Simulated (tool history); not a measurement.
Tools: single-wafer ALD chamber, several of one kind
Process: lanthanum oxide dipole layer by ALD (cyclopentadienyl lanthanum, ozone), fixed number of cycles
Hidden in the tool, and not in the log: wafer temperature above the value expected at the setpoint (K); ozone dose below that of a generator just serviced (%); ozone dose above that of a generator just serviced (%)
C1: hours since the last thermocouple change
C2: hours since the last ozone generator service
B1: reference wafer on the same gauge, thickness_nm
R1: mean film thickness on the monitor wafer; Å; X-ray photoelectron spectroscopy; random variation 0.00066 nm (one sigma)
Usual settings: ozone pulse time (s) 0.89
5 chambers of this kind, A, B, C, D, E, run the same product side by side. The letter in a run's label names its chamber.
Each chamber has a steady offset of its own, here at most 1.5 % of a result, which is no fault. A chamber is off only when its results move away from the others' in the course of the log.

run 1E day=0.212 | ozone_pulse_time_(s)=0.89 | C1=8.9 C2=475.9 | B1=0.41602 | R1=4.8661
run 2A day=0.533 | ozone_pulse_time_(s)=0.89 | C1=1638.9 C2=442.5 | B1=0.41621 | R1=4.7714
run 3B day=0.892 | ozone_pulse_time_(s)=0.89 | C1=2287.1 C2=394.8 | B1=0.41610 | R1=4.8131
run 4C day=1.112 | ozone_pulse_time_(s)=0.89 | C1=940.7 C2=1004.4 | B1=0.41630 | R1=4.8104
run 5D day=1.383 | ozone_pulse_time_(s)=0.89 | C1=2525.2 C2=151.4 | B1=0.41624 | R1=4.7842
run 6B day=1.675 | ozone_pulse_time_(s)=0.89 | C1=2305.9 C2=413.6 | B1=0.41635 | R1=4.8203
run 7A day=1.921 | ozone_pulse_time_(s)=0.89 | C1=1672.2 C2=475.8 | B1=0.41642 | R1=4.7786
run 8C day=2.217 | ozone_pulse_time_(s)=0.89 | C1=967.2 C2=1030.9 | B1=0.41637 | R1=4.8093
run 9E day=2.483 | ozone_pulse_time_(s)=0.89 | C1=63.4 C2=530.4 | B1=0.41650 | R1=4.8643
run 10D day=2.771 | ozone_pulse_time_(s)=0.89 | C1=2558.5 C2=184.7 | B1=0.41658 | R1=4.7971
run 11D day=3.008 | ozone_pulse_time_(s)=0.89 | C1=2564.2 C2=190.4 | B1=0.41660 | R1=4.7976
run 12B day=3.225 | ozone_pulse_time_(s)=0.89 | C1=2343.1 C2=450.8 | B1=0.41663 | R1=4.8192
run 13E day=3.388 | ozone_pulse_time_(s)=0.89 | C1=85.1 C2=552.1 | B1=0.41682 | R1=4.8703
run 14C day=3.733 | ozone_pulse_time_(s)=0.89 | C1=1003.6 C2=1067.3 | B1=0.41686 | R1=4.8044
run 15A day=3.908 | ozone_pulse_time_(s)=1.06 | C1=1719.9 C2=523.5 | B1=0.41677 | R1=5.0545
run 16B day=4.217 | ozone_pulse_time_(s)=1.06 | C1=2366.9 C2=474.6 | B1=0.41679 | R1=5.1050
-- day=4.496 chamber D: thermocouple changed; heater temperature recalibrated
run 17D day=4.571 | ozone_pulse_time_(s)=1.06 | C1=1.8 C2=227.9 | B1=0.41704 | R1=5.0826
run 18A day=4.921 | ozone_pulse_time_(s)=1.06 | C1=1744.2 C2=547.8 | B1=0.41700 | R1=5.0405
run 19E day=5.075 | ozone_pulse_time_(s)=1.06 | C1=125.6 C2=592.6 | B1=0.41700 | R1=5.1680
run 20C day=5.358 | ozone_pulse_time_(s)=0.89 | C1=1042.6 C2=1106.3 | B1=0.41703 | R1=4.8042
run 21D day=5.554 | ozone_pulse_time_(s)=0.89 | C1=25.4 C2=251.5 | B1=0.41699 | R1=4.8019
run 22C day=5.750 | ozone_pulse_time_(s)=0.89 | C1=1052.0 C2=1115.7 | B1=0.41723 | R1=4.8117
run 23E day=6.058 | ozone_pulse_time_(s)=0.89 | C1=149.2 C2=616.2 | B1=0.41716 | R1=4.8679
run 24A day=6.262 | ozone_pulse_time_(s)=0.89 | C1=1776.4 C2=580.0 | B1=0.41738 | R1=4.7610
run 25B day=6.567 | ozone_pulse_time_(s)=0.89 | C1=2423.3 C2=531.0 | B1=0.41730 | R1=4.8271
run 26D day=6.917 | ozone_pulse_time_(s)=0.89 | C1=58.1 C2=284.2 | B1=0.41732 | R1=4.8025
run 27E day=7.088 | ozone_pulse_time_(s)=0.89 | C1=173.9 C2=640.9 | B1=0.41733 | R1=4.8908
run 28C day=7.254 | ozone_pulse_time_(s)=0.89 | C1=1088.1 C2=1151.8 | B1=0.41742 | R1=4.8169
run 29A day=7.512 | ozone_pulse_time_(s)=0.89 | C1=1806.4 C2=610.0 | B1=0.41753 | R1=4.7783
run 30B day=7.779 | ozone_pulse_time_(s)=0.89 | C1=2452.4 C2=560.1 | B1=0.41759 | R1=4.8370
run 31E day=8.088 | ozone_pulse_time_(s)=0.89 | C1=197.9 C2=664.9 | B1=0.41772 | R1=4.8772
-- day=8.267 chamber C: ozone generator serviced
run 32B day=8.438 | ozone_pulse_time_(s)=0.89 | C1=2468.2 C2=575.9 | B1=0.41788 | R1=4.8304
run 33D day=8.679 | ozone_pulse_time_(s)=0.89 | C1=100.4 C2=326.5 | B1=0.41777 | R1=4.8114
run 34A day=8.896 | ozone_pulse_time_(s)=0.89 | C1=1839.6 C2=643.2 | B1=0.41773 | R1=4.7869
run 35C day=9.138 | ozone_pulse_time_(s)=0.89 | C1=1133.3 C2=21.0 | B1=0.41785 | R1=4.8069
run 36D day=9.400 | ozone_pulse_time_(s)=0.89 | C1=117.7 C2=343.8 | B1=0.41791 | R1=4.8116
run 37C day=9.638 | ozone_pulse_time_(s)=0.89 | C1=1145.3 C2=33.0 | B1=0.41802 | R1=4.8123
run 38E day=9.871 | ozone_pulse_time_(s)=0.70 | C1=240.7 C2=707.7 | B1=0.41796 | R1=4.3979
run 39A day=10.100 | ozone_pulse_time_(s)=0.70 | C1=1868.5 C2=672.1 | B1=0.41820 | R1=4.3598
run 40B day=10.388 | ozone_pulse_time_(s)=0.70 | C1=2515.0 C2=622.7 | B1=0.41812 | R1=4.3719
run 41B day=10.725 | ozone_pulse_time_(s)=0.70 | C1=2523.1 C2=630.8 | B1=0.41820 | R1=4.3830
run 42E day=11.050 | ozone_pulse_time_(s)=0.70 | C1=269.0 C2=736.0 | B1=0.41838 | R1=4.4074
run 43A day=11.254 | ozone_pulse_time_(s)=0.89 | C1=1896.2 C2=699.8 | B1=0.41816 | R1=4.8003

All 5 chambers run these settings next. Forecast each chamber's results:
run 44A day=11.508 | ozone_pulse_time_(s)=1.05 | R1=?
run 44B day=11.508 | ozone_pulse_time_(s)=1.05 | R1=?
run 44C day=11.508 | ozone_pulse_time_(s)=1.05 | R1=?
run 44D day=11.508 | ozone_pulse_time_(s)=1.05 | R1=?
run 44E day=11.508 | ozone_pulse_time_(s)=1.05 | R1=?

run=44A R1=5.0673
run=44B R1=5.1075
run=44C R1=5.0922
run=44D R1=5.0881
run=44E R1=5.1643
